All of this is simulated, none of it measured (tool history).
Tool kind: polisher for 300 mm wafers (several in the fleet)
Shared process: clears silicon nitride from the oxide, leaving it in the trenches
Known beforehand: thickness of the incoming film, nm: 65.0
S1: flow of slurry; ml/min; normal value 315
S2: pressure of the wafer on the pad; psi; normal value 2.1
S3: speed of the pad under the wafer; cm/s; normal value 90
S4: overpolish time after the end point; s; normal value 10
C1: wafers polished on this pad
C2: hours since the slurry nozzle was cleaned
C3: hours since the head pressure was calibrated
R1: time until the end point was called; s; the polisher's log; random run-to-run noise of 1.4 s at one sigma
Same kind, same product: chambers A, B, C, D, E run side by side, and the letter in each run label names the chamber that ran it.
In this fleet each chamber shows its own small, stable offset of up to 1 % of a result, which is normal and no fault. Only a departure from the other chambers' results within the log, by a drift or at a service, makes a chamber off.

{"hour": 2.6, "done": "chamber A: slurry nozzle cleaned"}
{"hour": 3.1, "done": "chamber C: head pressure recalibrated"}
{"hour": 5.9, "done": "chamber B: worn pad replaced by a new one"}
{"run": "1D", "hour": 12.4, "S1": 315, "S2": 2.1, "S3": 90, "S4": 10, "C1": 170, "C2": 457.6, "C3": 420.7, "R1": 96.099}
{"run": "2B", "hour": 20.8, "S1": 315, "S2": 2.1, "S3": 90, "S4": 10, "C1": 89, "C2": 62.6, "C3": 686.2, "R1": 97.338}
{"run": "3E", "hour": 27.9, "S1": 315, "S2": 2.1, "S3": 90, "S4": 10, "C1": 592, "C2": 206.2, "C3": 111.3, "R1": 98.586}
{"run": "4A", "hour": 34.9, "S1": 315, "S2": 2.1, "S3": 90, "S4": 10, "C1": 834, "C2": 32.3, "C3": 110.5, "R1": 98.748}
{"run": "5C", "hour": 43.0, "S1": 315, "S2": 2.1, "S3": 90, "S4": 10, "C1": 868, "C2": 51.7, "C3": 39.9, "R1": 95.245}
{"hour": 51.1, "done": "chamber E: slurry nozzle cleaned"}
{"run": "6A", "hour": 51.7, "S1": 315, "S2": 2.1, "S3": 90, "S4": 10, "C1": 935, "C2": 49.1, "C3": 127.3, "R1": 98.858}
{"hour": 59.3, "done": "chamber E: worn pad replaced by a new one"}
{"run": "7D", "hour": 63.3, "S1": 315, "S2": 2.1, "S3": 90, "S4": 10, "C1": 474, "C2": 508.5, "C3": 471.6, "R1": 100.7}
{"hour": 69.9, "done": "chamber C: worn pad replaced by a new one"}
{"run": "8B", "hour": 75.0, "S1": 315, "S2": 2.1, "S3": 90, "S4": 10, "C1": 413, "C2": 116.8, "C3": 740.4, "R1": 95.051}
{"run": "9E", "hour": 80.4, "S1": 315, "S2": 2.1, "S3": 90, "S4": 10, "C1": 126, "C2": 29.4, "C3": 163.8, "R1": 97.233}
{"run": "10C", "hour": 88.3, "S1": 315, "S2": 2.1, "S3": 90, "S4": 10, "C1": 110, "C2": 97, "C3": 85.2, "R1": 98.229}
{"hour": 89.2, "done": "chamber A: worn pad replaced by a new one"}
{"run": "11C", "hour": 95.0, "S1": 315, "S2": 2.1, "S3": 90, "S4": 10, "C1": 150, "C2": 103.7, "C3": 91.9, "R1": 96.77}
{"run": "12B", "hour": 102.1, "S1": 315, "S2": 2.1, "S3": 90, "S4": 10, "C1": 575, "C2": 143.9, "C3": 767.5, "R1": 97.184}
{"run": "13E", "hour": 112.0, "S1": 315, "S2": 2.1, "S3": 90, "S4": 10, "C1": 315, "C2": 61, "C3": 195.4, "R1": 98.013}
{"run": "14A", "hour": 122.4, "S1": 405, "S2": 2.1, "S3": 104, "S4": 10, "C1": 199, "C2": 119.8, "C3": 198, "R1": 82.943}
{"run": "15D", "hour": 132.1, "S1": 405, "S2": 2.1, "S3": 104, "S4": 10, "C1": 886, "C2": 577.3, "C3": 540.4, "R1": 81.368}
{"run": "16A", "hour": 144.4, "S1": 405, "S2": 2.1, "S3": 104, "S4": 10, "C1": 330, "C2": 141.8, "C3": 220, "R1": 85.971}
{"hour": 151.9, "done": "chamber D: head pressure recalibrated"}
{"run": "17D", "hour": 154.7, "S1": 405, "S2": 2.1, "S3": 104, "S4": 10, "C1": 1021, "C2": 599.9, "C3": 2.8, "R1": 85.062}
{"run": "18C", "hour": 164.4, "S1": 405, "S2": 2.1, "S3": 104, "S4": 10, "C1": 565, "C2": 173.1, "C3": 161.3, "R1": 84.23}
{"run": "19B", "hour": 169.8, "S1": 315, "S2": 2.1, "S3": 90, "S4": 10, "C1": 980, "C2": 211.6, "C3": 835.2, "R1": 96.184}
{"run": "20E", "hour": 178.0, "S1": 315, "S2": 2.1, "S3": 90, "S4": 10, "C1": 709, "C2": 127, "C3": 261.4, "R1": 98.647}
{"hour": 178.4, "done": "chamber B: head pressure recalibrated"}
{"run": "21A", "hour": 187.7, "S1": 315, "S2": 2.1, "S3": 90, "S4": 10, "C1": 589, "C2": 185.1, "C3": 263.3, "R1": 98.847}
{"run": "22B", "hour": 199.7, "S1": 315, "S2": 2.1, "S3": 90, "S4": 10, "C1": 1158, "C2": 241.5, "C3": 21.4, "R1": 95.714}
{"hour": 203.0, "done": "chamber C: worn pad replaced by a new one"}
{"hour": 203.7, "done": "chamber E: worn pad replaced by a new one"}
{"run": "23E", "hour": 211.0, "S1": 315, "S2": 2.1, "S3": 90, "S4": 10, "C1": 44, "C2": 160, "C3": 294.4, "R1": 97.227}
{"hour": 214.0, "done": "chamber D: worn pad replaced by a new one"}
{"run": "24D", "hour": 222.3, "S1": 315, "S2": 2.1, "S3": 90, "S4": 10, "C1": 49, "C2": 667.5, "C3": 70.4, "R1": 99.226}
{"hour": 228.3, "done": "chamber B: worn pad replaced by a new one"}
{"run": "25C", "hour": 234.0, "S1": 315, "S2": 2.1, "S3": 90, "S4": 10, "C1": 185, "C2": 242.7, "C3": 230.9, "R1": 97.977}
{"run": "26E", "hour": 245.9, "S1": 315, "S2": 2.1, "S3": 90, "S4": 10, "C1": 252, "C2": 194.9, "C3": 329.3, "R1": 96.984}
{"run": "27C", "hour": 254.8, "S1": 315, "S2": 2.1, "S3": 90, "S4": 10, "C1": 310, "C2": 263.5, "C3": 251.7, "R1": 96.42}
{"hour": 260.7, "done": "chamber E: slurry nozzle cleaned"}
{"run": "28B", "hour": 264.4, "S1": 315, "S2": 2.1, "S3": 90, "S4": 10, "C1": 216, "C2": 306.2, "C3": 86.1, "R1": 97.072}
{"hour": 269.7, "done": "chamber A: worn pad replaced by a new one"}
{"run": "29A", "hour": 275.6, "S1": 410, "S2": 2.1, "S3": 90, "S4": 14, "C1": 35, "C2": 273, "C3": 351.2, "R1": 94.562}
{"run": "30D", "hour": 283.7, "S1": 410, "S2": 2.1, "S3": 90, "S4": 14, "C1": 417, "C2": 728.9, "C3": 131.8, "R1": 94.66}
{"run": "31D", "hour": 290.9, "S1": 410, "S2": 2.1, "S3": 90, "S4": 14, "C1": 460, "C2": 736.1, "C3": 139, "R1": 96.239}
{"run": "32A", "hour": 302.3, "S1": 410, "S2": 2.1, "S3": 90, "S4": 14, "C1": 195, "C2": 299.7, "C3": 377.9, "R1": 93.849}
{"run": "33C", "hour": 313.0, "S1": 410, "S2": 2.1, "S3": 90, "S4": 14, "C1": 658, "C2": 321.7, "C3": 309.9, "R1": 96.548}
{"run": "34B", "hour": 324.2, "S1": 315, "S2": 2.1, "S3": 90, "S4": 10, "C1": 573, "C2": 366, "C3": 145.9, "R1": 96.15}
{"run": "35E", "hour": 334.4, "S1": 315, "S2": 1.5, "S3": 90, "S4": 14, "C1": 782, "C2": 73.8, "C3": 417.8, "R1": 137.88}
{"run": "36E", "hour": 344.0, "S1": 315, "S2": 1.5, "S3": 90, "S4": 14, "C1": 839, "C2": 83.4, "C3": 427.4, "R1": 133.92}
{"run": "37C", "hour": 351.0, "S1": 315, "S2": 1.5, "S3": 90, "S4": 14, "C1": 885, "C2": 359.7, "C3": 347.9, "R1": 137.1}
{"run": "38B", "hour": 356.6, "S1": 315, "S2": 1.5, "S3": 90, "S4": 14, "C1": 767, "C2": 398.4, "C3": 178.3, "R1": 130.83}
{"run": "39A", "hour": 363.9, "S1": 315, "S2": 1.5, "S3": 90, "S4": 14, "C1": 563, "C2": 361.3, "C3": 439.5, "R1": 135.14}
{"run": "40D", "hour": 370.4, "S1": 315, "S2": 2.1, "S3": 90, "S4": 6, "C1": 935, "C2": 815.6, "C3": 218.5, "R1": 97.564}

The same settings go to every chamber for the next run, one line per chamber below. Forecast the results for each:
{"run": "41A", "hour": 379.3, "S1": 315, "S2": 2.1, "S3": 90, "S4": 6, "R1": "?"}
{"run": "41B", "hour": 379.3, "S1": 315, "S2": 2.1, "S3": 90, "S4": 6, "R1": "?"}
{"run": "41C", "hour": 379.3, "S1": 315, "S2": 2.1, "S3": 90, "S4": 6, "R1": "?"}
{"run": "41D", "hour": 379.3, "S1": 315, "S2": 2.1, "S3": 90, "S4": 6, "R1": "?"}
{"run": "41E", "hour": 379.3, "S1": 315, "S2": 2.1, "S3": 90, "S4": 6, "R1": "?"}

run=41A R1=95.895
run=41B R1=97.041
run=41C R1=96.303
run=41D R1=99.158
run=41E R1=97.438
